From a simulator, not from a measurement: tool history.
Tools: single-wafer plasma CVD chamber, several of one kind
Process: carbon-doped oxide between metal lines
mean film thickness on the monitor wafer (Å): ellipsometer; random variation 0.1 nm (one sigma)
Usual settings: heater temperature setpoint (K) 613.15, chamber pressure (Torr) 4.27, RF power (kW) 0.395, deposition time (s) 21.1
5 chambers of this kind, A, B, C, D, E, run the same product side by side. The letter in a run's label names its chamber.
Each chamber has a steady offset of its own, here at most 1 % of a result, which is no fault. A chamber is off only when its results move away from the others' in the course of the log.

run,hour,heater temperature setpoint (K),chamber pressure (Torr),RF power (kW),deposition time (s),hours since the last thermocouple change,hours since the last RF generator calibration,hours since the last manometer calibration,"read-back reference wafer on the same gauge, thickness_nm",mean film thickness on the monitor wafer (Å)
1A,14.0,613.15,4.27,0.395,21.1,33.4,295.7,211.5,84.489,921.89
2D,22.1,613.15,4.27,0.395,21.1,991.5,819.8,884.6,84.532,932.71
3B,29.9,613.15,4.27,0.395,21.1,940.0,1254.0,2030.8,84.554,926.78
4C,38.2,613.15,4.27,0.395,21.1,304.5,942.1,204.4,84.513,926.84
5E,48.8,613.15,4.27,0.395,21.1,1729.4,549.9,430.6,84.557,921.68
6C,55.6,613.15,4.27,0.395,21.1,321.9,959.5,221.8,84.533,928.43
7A,66.3,613.15,4.27,0.395,21.1,85.7,348.0,263.8,84.547,924.47
8B,76.8,613.15,4.27,0.395,21.1,986.9,1300.9,2077.7,84.579,930.21
9E,83.8,613.15,4.27,0.395,21.1,1764.4,584.9,465.6,84.541,922.99
10D,93.2,613.15,4.27,0.395,21.1,1062.6,890.9,955.7,84.584,933.60
11E,105.0,613.15,4.27,0.395,21.1,1785.6,606.1,486.8,84.591,923.88
12D,115.3,622.15,4.27,0.345,21.1,1084.7,913.0,977.8,84.599,823.60
13B,126.9,622.15,4.27,0.345,21.1,1037.0,1351.0,2127.8,84.620,813.57
14C,141.5,622.15,4.27,0.345,21.1,407.8,1045.4,307.7,84.603,817.68
15A,152.0,622.15,4.27,0.345,21.1,171.4,433.7,349.5,84.624,811.73
16C,165.2,622.15,4.27,0.345,21.1,431.5,1069.1,331.4,84.631,814.49
17A,175.5,613.15,4.27,0.395,21.1,194.9,457.2,373.0,84.638,924.02
18D,187.7,613.15,4.27,0.395,21.1,1157.1,985.4,1050.2,84.656,933.41
19B,196.3,613.15,4.27,0.395,21.1,1106.4,1420.4,2197.2,84.659,930.84
20E,208.4,613.15,3.91,0.395,21.1,1889.0,709.5,590.2,84.663,912.13
21A,215.5,613.15,3.91,0.395,21.1,234.9,497.2,413.0,84.684,913.34
22E,230.1,613.15,3.91,0.395,21.1,1910.7,731.2,611.9,84.677,912.29
23D,243.4,613.15,3.91,0.395,21.1,1212.8,1041.1,1105.9,84.689,921.76
24C,251.0,613.15,3.91,0.395,21.1,517.3,1154.9,417.2,84.725,917.54
25B,264.3,613.15,4.27,0.395,21.1,1174.4,1488.4,2265.2,84.715,931.62
# hour 274.3: chamber D: capacitance manometer re-zeroed and calibrated
26B,279.3,613.15,4.27,0.395,18.5,1189.4,1503.4,2280.2,84.726,817.27
27C,286.7,613.15,4.27,0.395,18.5,553.0,1190.6,452.9,84.726,817.32
28A,294.5,613.15,4.27,0.395,18.5,313.9,576.2,492.0,84.719,812.66
29E,307.6,613.15,4.27,0.395,18.5,1988.2,808.7,689.4,84.742,810.70
30D,315.2,613.15,4.27,0.395,18.5,1284.6,1112.9,41.0,84.769,822.77
31A,328.5,613.15,4.27,0.395,21.1,347.9,610.2,526.0,84.756,925.56
32E,342.2,613.15,4.27,0.395,21.1,2022.8,843.3,724.0,84.776,923.31
33D,354.9,613.15,4.27,0.395,21.1,1324.3,1152.6,80.7,84.782,936.06
34B,363.7,613.15,4.27,0.395,21.1,1273.8,1587.8,2364.6,84.795,931.55
35C,376.3,613.15,4.27,0.395,21.1,642.6,1280.2,542.5,84.786,930.87
36A,385.0,613.15,4.27,0.395,21.1,404.4,666.7,582.5,84.792,927.19
37B,395.8,613.15,4.27,0.395,21.1,1305.9,1619.9,2396.7,84.811,932.55
38E,405.8,613.15,4.27,0.395,21.1,2086.4,906.9,787.6,84.814,925.72
39C,415.5,613.15,4.27,0.395,21.1,681.8,1319.4,581.7,84.829,929.67
40D,429.5,613.15,4.27,0.395,21.1,1398.9,1227.2,155.3,84.832,935.65
41C,437.0,613.15,4.27,0.395,21.1,703.3,1340.9,603.2,84.863,930.66
42B,446.2,613.15,4.82,0.340,21.1,1356.3,1670.3,2447.1,84.878,841.65
43E,459.4,613.15,4.82,0.340,21.1,2140.0,960.5,841.2,84.839,836.39
44D,472.0,613.15,4.82,0.340,21.1,1441.4,1269.7,197.8,84.895,850.29

What goes on in this fleet: one chamber off, a drifting gauge, or nothing beyond the chambers' own small offsets? Name the chamber and the cause, if any.

The gauge drifts, so all chambers seem to drift together. No chamber is off.
Cause: gauge reads high (%) = 0.454.
